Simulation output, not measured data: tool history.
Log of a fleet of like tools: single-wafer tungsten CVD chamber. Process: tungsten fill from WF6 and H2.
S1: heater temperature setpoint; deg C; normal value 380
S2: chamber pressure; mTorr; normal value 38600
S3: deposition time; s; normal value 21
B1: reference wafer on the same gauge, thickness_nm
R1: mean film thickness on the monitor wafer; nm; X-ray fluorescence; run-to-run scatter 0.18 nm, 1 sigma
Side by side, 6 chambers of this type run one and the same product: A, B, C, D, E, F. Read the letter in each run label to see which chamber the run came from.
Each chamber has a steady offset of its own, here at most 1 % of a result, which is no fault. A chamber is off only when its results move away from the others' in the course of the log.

Run 1C, day 0.3: usual settings; B1 47.183. Result: R1 47.075 nm.
Run 2E, day 0.708: usual settings; B1 47.227. Result: R1 46.591 nm.
Run 3B, day 0.929: usual settings; B1 47.154. Result: R1 46.883 nm.
Run 4A, day 1.208: usual settings; B1 47.184. Result: R1 46.507 nm.
Run 5F, day 1.583: usual settings; B1 47.166. Result: R1 46.569 nm.
Run 6D, day 1.933: usual settings but S1 375 deg C; B1 47.192. Result: R1 41.903 nm.
Run 7B, day 2.325: usual settings but S1 375 deg C; B1 47.249. Result: R1 42.632 nm.
Run 8C, day 2.533: usual settings but S1 375 deg C; B1 47.194. Result: R1 42.25 nm.
Run 9E, day 2.733: usual settings but S1 375 deg C; B1 47.197. Result: R1 42.233 nm.
Run 10A, day 3.025: usual settings but S1 375 deg C; B1 47.255. Result: R1 41.934 nm.
Run 11D, day 3.404: usual settings but S1 375 deg C; B1 47.193. Result: R1 41.541 nm.
Run 12F, day 3.717: usual settings; B1 47.163. Result: R1 46.561 nm.
Run 13A, day 4: usual settings; B1 47.232. Result: R1 46.361 nm.
Run 14B, day 4.358: usual settings; B1 47.197. Result: R1 47.125 nm.
Run 15C, day 4.671: usual settings; B1 47.203. Result: R1 46.83 nm.
Run 16E, day 4.892: usual settings; B1 47.193. Result: R1 46.617 nm.
Run 17F, day 5.325: usual settings; B1 47.217. Result: R1 46.359 nm.
Run 18D, day 5.642: usual settings but S1 386 deg C, S2 47700 mTorr; B1 47.179. Result: R1 57.98 nm.
Run 19C, day 6.029: usual settings but S1 386 deg C, S2 47700 mTorr; B1 47.169. Result: R1 58.02 nm.
Run 20E, day 6.338: usual settings but S1 386 deg C, S2 47700 mTorr; B1 47.147. Result: R1 57.746 nm.
Run 21D, day 6.712: usual settings but S1 386 deg C, S2 47700 mTorr; B1 47.182. Result: R1 57.866 nm.
Run 22B, day 6.967: usual settings but S1 386 deg C, S2 47700 mTorr; B1 47.195. Result: R1 58.489 nm.
Run 23A, day 7.162: usual settings but S1 386 deg C, S2 47700 mTorr; B1 47.165. Result: R1 57.722 nm.
Run 24F, day 7.408: usual settings but S1 368 deg C, S2 45600 mTorr; B1 47.21. Result: R1 39.053 nm.
At day 7.496: chamber A: thermocouple changed; heater temperature recalibrated.
Run 25A, day 7.696: usual settings but S1 368 deg C, S2 45600 mTorr; B1 47.15. Result: R1 39.022 nm.
Run 26C, day 8.071: usual settings but S1 368 deg C, S2 45600 mTorr; B1 47.182. Result: R1 39.379 nm.
Run 27F, day 8.279: usual settings but S1 368 deg C, S2 45600 mTorr; B1 47.193. Result: R1 38.88 nm.
Run 28B, day 8.525: usual settings but S1 368 deg C, S2 45600 mTorr; B1 47.17. Result: R1 39.46 nm.
Run 29D, day 8.738: usual settings but S1 368 deg C, S2 45600 mTorr; B1 47.236. Result: R1 38.844 nm.
Run 30E, day 9.158: usual settings; B1 47.218. Result: R1 46.452 nm.
Run 31E, day 9.508: usual settings; B1 47.213. Result: R1 46.752 nm.
Run 32F, day 9.867: usual settings; B1 47.204. Result: R1 46.243 nm.
Run 33C, day 10.229: usual settings but S2 35600 mTorr; B1 47.205. Result: R1 44.697 nm.
Run 34B, day 10.458: usual settings but S2 35600 mTorr; B1 47.235. Result: R1 45.088 nm.
Run 35D, day 10.783: usual settings but S2 35600 mTorr; B1 47.215. Result: R1 44.784 nm.
Run 36A, day 10.996: usual settings but S2 35600 mTorr; B1 47.21. Result: R1 44.919 nm.
Run 37C, day 11.25: usual settings but S2 35600 mTorr; B1 47.206. Result: R1 44.948 nm.
Run 38B, day 11.488: usual settings but S2 35600 mTorr; B1 47.255. Result: R1 45.124 nm.
Run 39D, day 11.867: usual settings; B1 47.182. Result: R1 46.711 nm.
Run 40E, day 12.112: usual settings; B1 47.175. Result: R1 46.641 nm.
Run 41F, day 12.312: usual settings; B1 47.198. Result: R1 46.164 nm.
Run 42A, day 12.596: usual settings but S1 385 deg C, S2 45600 mTorr; B1 47.235. Result: R1 55.299 nm.

Which is it: a chamber that has drifted or been left off by a service, a gauge drift common to all chambers, or only each chamber's usual small offset? If a chamber is off, name it and its likeliest cause.

No chamber is off and the gauge is stable; the differences are just each chamber's small, constant offset.
